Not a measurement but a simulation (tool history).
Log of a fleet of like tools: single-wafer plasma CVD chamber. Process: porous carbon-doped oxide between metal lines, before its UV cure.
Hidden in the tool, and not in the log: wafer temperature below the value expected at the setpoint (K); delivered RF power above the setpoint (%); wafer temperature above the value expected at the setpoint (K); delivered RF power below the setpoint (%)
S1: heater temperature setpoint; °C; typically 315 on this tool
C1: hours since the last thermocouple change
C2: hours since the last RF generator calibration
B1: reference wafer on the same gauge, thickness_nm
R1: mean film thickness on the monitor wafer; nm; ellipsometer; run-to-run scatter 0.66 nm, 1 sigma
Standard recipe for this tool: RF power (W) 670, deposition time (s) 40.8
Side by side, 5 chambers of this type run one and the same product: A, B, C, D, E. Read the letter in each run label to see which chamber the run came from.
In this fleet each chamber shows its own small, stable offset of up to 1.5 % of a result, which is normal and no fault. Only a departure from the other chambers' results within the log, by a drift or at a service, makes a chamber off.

{"run": "1D", "hour": 14.2, "S1": 315, "RF power (W)": 670, "deposition time (s)": 40.8, "C1": 15.6, "C2": 1447.8, "B1": 198.14, "R1": 246.94}
{"run": "2C", "hour": 22.6, "S1": 315, "RF power (W)": 670, "deposition time (s)": 40.8, "C1": 1025.9, "C2": 419.6, "B1": 198.08, "R1": 243.48}
{"run": "3E", "hour": 34.3, "S1": 315, "RF power (W)": 670, "deposition time (s)": 40.8, "C1": 77.6, "C2": 2152.3, "B1": 197.92, "R1": 242.51}
{"run": "4A", "hour": 43.4, "S1": 315, "RF power (W)": 670, "deposition time (s)": 40.8, "C1": 438.7, "C2": 1706.5, "B1": 197.91, "R1": 246.66}
{"run": "5B", "hour": 54.4, "S1": 315, "RF power (W)": 670, "deposition time (s)": 40.8, "C1": 1419.7, "C2": 553.9, "B1": 198.01, "R1": 245.52}
{"run": "6B", "hour": 70.0, "S1": 315, "RF power (W)": 565, "deposition time (s)": 48.7, "C1": 1435.3, "C2": 569.5, "B1": 198.11, "R1": 260.92}
{"run": "7A", "hour": 80.8, "S1": 315, "RF power (W)": 565, "deposition time (s)": 48.7, "C1": 476.1, "C2": 1743.9, "B1": 197.95, "R1": 261.52}
{"run": "8E", "hour": 95.6, "S1": 315, "RF power (W)": 565, "deposition time (s)": 48.7, "C1": 138.9, "C2": 2213.6, "B1": 197.86, "R1": 256.73}
{"run": "9D", "hour": 110.3, "S1": 315, "RF power (W)": 565, "deposition time (s)": 48.7, "C1": 111.7, "C2": 1543.9, "B1": 198.09, "R1": 262.71}
{"run": "10C", "hour": 122.2, "S1": 315, "RF power (W)": 565, "deposition time (s)": 48.7, "C1": 1125.5, "C2": 519.2, "B1": 198.02, "R1": 258.39}
{"run": "11E", "hour": 135.1, "S1": 315, "RF power (W)": 670, "deposition time (s)": 40.8, "C1": 178.4, "C2": 2253.1, "B1": 198.05, "R1": 242.57}
{"run": "12A", "hour": 143.8, "S1": 315, "RF power (W)": 670, "deposition time (s)": 40.8, "C1": 539.1, "C2": 1806.9, "B1": 198.07, "R1": 247.14}
{"run": "13C", "hour": 156.4, "S1": 315, "RF power (W)": 670, "deposition time (s)": 40.8, "C1": 1159.7, "C2": 553.4, "B1": 197.97, "R1": 243.48}
{"run": "14D", "hour": 166.2, "S1": 315, "RF power (W)": 670, "deposition time (s)": 40.8, "C1": 167.6, "C2": 1599.8, "B1": 197.94, "R1": 248.45}
{"run": "15B", "hour": 178.1, "S1": 315, "RF power (W)": 670, "deposition time (s)": 40.8, "C1": 1543.4, "C2": 677.6, "B1": 198.02, "R1": 246.68}
{"run": "16E", "hour": 192.0, "S1": 315, "RF power (W)": 670, "deposition time (s)": 40.8, "C1": 235.3, "C2": 2310, "B1": 197.9, "R1": 242.37}
{"run": "17D", "hour": 206.2, "S1": 315, "RF power (W)": 670, "deposition time (s)": 40.8, "C1": 207.6, "C2": 1639.8, "B1": 198.03, "R1": 248.04}
{"hour": 213.4, "done": "chamber D: RF generator calibrated"}
{"run": "18B", "hour": 215.8, "S1": 315, "RF power (W)": 670, "deposition time (s)": 40.8, "C1": 1581.1, "C2": 715.3, "B1": 198.15, "R1": 244.31}
{"hour": 223.5, "done": "chamber E: RF generator calibrated"}
{"hour": 223.7, "done": "chamber B: thermocouple changed; heater temperature recalibrated"}
{"hour": 223.8, "done": "chamber A: RF generator calibrated"}
{"run": "19A", "hour": 228.6, "S1": 315, "RF power (W)": 670, "deposition time (s)": 40.8, "C1": 623.9, "C2": 4.8, "B1": 197.94, "R1": 245.56}
{"run": "20C", "hour": 240.1, "S1": 315, "RF power (W)": 670, "deposition time (s)": 40.8, "C1": 1243.4, "C2": 637.1, "B1": 197.95, "R1": 243.44}
{"run": "21A", "hour": 248.8, "S1": 315, "RF power (W)": 670, "deposition time (s)": 40.8, "C1": 644.1, "C2": 25, "B1": 197.88, "R1": 247}
{"run": "22E", "hour": 262.7, "S1": 303, "RF power (W)": 670, "deposition time (s)": 40.8, "C1": 306, "C2": 39.2, "B1": 198.03, "R1": 258.35}
{"run": "23C", "hour": 271.9, "S1": 303, "RF power (W)": 670, "deposition time (s)": 40.8, "C1": 1275.2, "C2": 668.9, "B1": 197.88, "R1": 260.41}
{"run": "24B", "hour": 281.6, "S1": 303, "RF power (W)": 670, "deposition time (s)": 40.8, "C1": 57.9, "C2": 781.1, "B1": 198.02, "R1": 254.57}
{"run": "25D", "hour": 289.7, "S1": 303, "RF power (W)": 670, "deposition time (s)": 40.8, "C1": 291.1, "C2": 76.3, "B1": 197.96, "R1": 264.1}
{"run": "26A", "hour": 303.9, "S1": 303, "RF power (W)": 670, "deposition time (s)": 40.8, "C1": 699.2, "C2": 80.1, "B1": 197.98, "R1": 262.6}
{"run": "27B", "hour": 312.4, "S1": 315, "RF power (W)": 670, "deposition time (s)": 40.8, "C1": 88.7, "C2": 811.9, "B1": 198.05, "R1": 237.42}
{"run": "28E", "hour": 322.8, "S1": 315, "RF power (W)": 670, "deposition time (s)": 40.8, "C1": 366.1, "C2": 99.3, "B1": 198.09, "R1": 242.99}
{"run": "29D", "hour": 329.6, "S1": 315, "RF power (W)": 670, "deposition time (s)": 40.8, "C1": 331, "C2": 116.2, "B1": 198, "R1": 247.2}
{"run": "30C", "hour": 337.8, "S1": 315, "RF power (W)": 670, "deposition time (s)": 40.8, "C1": 1341.1, "C2": 734.8, "B1": 197.87, "R1": 242.72}
{"run": "31D", "hour": 347.3, "S1": 315, "RF power (W)": 670, "deposition time (s)": 40.8, "C1": 348.7, "C2": 133.9, "B1": 197.9, "R1": 247.75}
{"run": "32B", "hour": 356.2, "S1": 315, "RF power (W)": 670, "deposition time (s)": 40.8, "C1": 132.5, "C2": 855.7, "B1": 198.02, "R1": 238.88}
{"run": "33E", "hour": 370.4, "S1": 315, "RF power (W)": 670, "deposition time (s)": 40.8, "C1": 413.7, "C2": 146.9, "B1": 198.01, "R1": 243.27}
{"run": "34A", "hour": 383.8, "S1": 315, "RF power (W)": 670, "deposition time (s)": 40.8, "C1": 779.1, "C2": 160, "B1": 198.13, "R1": 246.14}
{"run": "35C", "hour": 391.9, "S1": 315, "RF power (W)": 670, "deposition time (s)": 40.8, "C1": 1395.2, "C2": 788.9, "B1": 197.96, "R1": 242.44}
{"run": "36D", "hour": 403.5, "S1": 315, "RF power (W)": 670, "deposition time (s)": 40.8, "C1": 404.9, "C2": 190.1, "B1": 197.94, "R1": 247.7}
{"run": "37A", "hour": 411.6, "S1": 315, "RF power (W)": 670, "deposition time (s)": 40.8, "C1": 806.9, "C2": 187.8, "B1": 197.87, "R1": 246.73}
{"run": "38B", "hour": 420.5, "S1": 315, "RF power (W)": 670, "deposition time (s)": 40.8, "C1": 196.8, "C2": 920, "B1": 198.05, "R1": 238.77}
{"run": "39E", "hour": 427.4, "S1": 315, "RF power (W)": 670, "deposition time (s)": 40.8, "C1": 470.7, "C2": 203.9, "B1": 197.93, "R1": 242.7}

Decide between three cases: one chamber stands off from its peers, the gauge reading all wafers drifts, or nothing is wrong past each chamber's small offset. Where a chamber is off, say which and what most likely put it there.

The work done on chamber B during a service left it standing apart from the others.
Likeliest cause: wafer temperature above the value expected at the setpoint (K) = 5.81.

Which of the 4 candidates below, each the usual settings with something changed and its results left as question marks, puts chamber B back in line with what the other chambers give on the usual settings?
In line means no further than this from the other chambers' mean on the usual settings: R1 2.3 nm
{"run": "40B-1", "hour": 438.5, "S1": 326, "RF power (W)": 670, "deposition time (s)": 40.8, "R1": "?"}
{"run": "40B-2", "hour": 438.5, "S1": 313, "RF power (W)": 695, "deposition time (s)": 40.8, "R1": "?"}
{"run": "40B-3", "hour": 438.5, "S1": 312, "RF power (W)": 715, "deposition time (s)": 40.8, "R1": "?"}
{"run": "40B-4", "hour": 438.5, "S1": 316, "RF power (W)": 660, "deposition time (s)": 40, "R1": "?"}

Other chambers, usual settings, mean: R1 245.07 nm
run=40B-1 R1=225.14
run=40B-2 R1=245.66
run=40B-3 R1=251.48
run=40B-4 R1=229.57
40B-2 brings the chamber back in line.

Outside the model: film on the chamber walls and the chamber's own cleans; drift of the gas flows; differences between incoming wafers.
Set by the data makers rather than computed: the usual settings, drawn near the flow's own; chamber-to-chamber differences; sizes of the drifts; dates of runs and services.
